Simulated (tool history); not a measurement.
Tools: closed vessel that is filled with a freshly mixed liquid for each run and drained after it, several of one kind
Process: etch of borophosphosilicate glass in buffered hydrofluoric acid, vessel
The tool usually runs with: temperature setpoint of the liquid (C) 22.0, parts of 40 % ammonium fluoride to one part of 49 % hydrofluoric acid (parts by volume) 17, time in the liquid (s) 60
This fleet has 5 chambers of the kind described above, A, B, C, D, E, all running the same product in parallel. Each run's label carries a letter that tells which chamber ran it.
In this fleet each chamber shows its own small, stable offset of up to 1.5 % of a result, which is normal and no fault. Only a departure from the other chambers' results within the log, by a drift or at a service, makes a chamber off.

| run | hour | temperature setpoint of the liquid (C) | parts of 40 % ammonium fluoride to one part of 49 % hydrofluoric acid (parts by volume) | time in the liquid (s) | read-back film thickness of the borophosphosilicate glass reference wafer, read on the same gauge (nm) | thickness taken off the borophosphosilicate glass on a monitor wafer (Å) |
|---|---|---|---|---|---|---|
| 1D | 5.8 | 22.0 | 17 | 60 | 100.040 | 391.01 |
| 2B | 12.3 | 22.0 | 17 | 60 | 99.959 | 401.00 |
| 3A | 17.6 | 22.0 | 17 | 60 | 99.980 | 399.59 |
| 4C | 22.0 | 22.0 | 17 | 60 | 99.978 | 401.68 |
| 5E | 28.3 | 22.0 | 17 | 60 | 100.030 | 399.27 |
| 6C | 33.3 | 22.0 | 17 | 60 | 99.985 | 405.26 |
|  | 33.9 | chamber D: hydrofluoric acid flow meter replaced |
| 7E | 37.8 | 22.0 | 17 | 60 | 99.984 | 399.83 |
| 8A | 42.3 | 22.0 | 17 | 60 | 99.998 | 397.21 |
| 9D | 49.0 | 22.0 | 17 | 60 | 100.000 | 397.69 |
| 10B | 55.4 | 22.0 | 17 | 60 | 100.010 | 396.25 |
| 11C | 60.6 | 22.0 | 17 | 60 | 99.979 | 410.95 |
|  | 64.5 | chamber E: hydrofluoric acid flow meter replaced |
| 12D | 66.5 | 22.0 | 17 | 60 | 99.966 | 397.43 |
| 13B | 71.6 | 22.0 | 17 | 60 | 100.010 | 406.49 |
| 14E | 77.5 | 22.0 | 17 | 60 | 100.010 | 399.21 |
| 15A | 80.6 | 22.0 | 17 | 60 | 100.020 | 390.95 |
| 16C | 85.8 | 22.0 | 17 | 60 | 99.965 | 402.80 |
| 17D | 92.4 | 22.0 | 17 | 60 | 99.978 | 389.91 |
| 18E | 96.7 | 22.0 | 17 | 60 | 100.010 | 392.83 |
| 19A | 101.7 | 22.0 | 17 | 60 | 100.030 | 398.64 |
| 20B | 105.5 | 22.0 | 17 | 60 | 100.000 | 424.48 |
| 21B | 109.5 | 22.0 | 17 | 60 | 100.020 | 424.23 |
| 22C | 114.7 | 22.0 | 17 | 60 | 99.992 | 405.33 |
| 23E | 119.9 | 22.0 | 17 | 60 | 100.030 | 385.73 |
| 24D | 125.3 | 22.0 | 17 | 50 | 99.977 | 331.89 |
| 25A | 129.4 | 22.0 | 17 | 50 | 100.060 | 327.83 |
| 26C | 133.0 | 22.0 | 17 | 50 | 99.980 | 333.01 |
| 27A | 138.8 | 22.0 | 17 | 50 | 100.000 | 331.23 |
| 28B | 143.9 | 22.0 | 17 | 50 | 99.997 | 355.93 |
| 29D | 147.3 | 22.0 | 17 | 60 | 99.998 | 395.32 |
| 30E | 153.1 | 17.5 | 17 | 30 | 100.060 | 152.54 |
| 31D | 157.0 | 17.5 | 17 | 30 | 99.969 | 157.29 |
| 32C | 161.7 | 17.5 | 17 | 30 | 100.010 | 156.76 |
| 33B | 164.8 | 17.5 | 17 | 30 | 100.020 | 167.90 |
| 34E | 170.1 | 17.5 | 17 | 30 | 100.040 | 153.78 |
| 35A | 173.4 | 22.0 | 17 | 60 | 100.000 | 395.31 |
| 36D | 177.4 | 22.0 | 17 | 60 | 100.020 | 396.14 |

Next, every chamber runs the same settings. What will each give?
| 37A | 182.2 | 22.0 | 17 | 60 |  | ? |
| 37B | 182.2 | 22.0 | 17 | 60 |  | ? |
| 37C | 182.2 | 22.0 | 17 | 60 |  | ? |
| 37D | 182.2 | 22.0 | 17 | 60 |  | ? |
| 37E | 182.2 | 22.0 | 17 | 60 |  | ? |

| run | thickness taken off the borophosphosilicate glass on a monitor wafer (Å) |
|---|---|
| 37A | 395.94 |
| 37B | 440.17 |
| 37C | 400.87 |
| 37D | 399.94 |
| 37E | 400.90 |
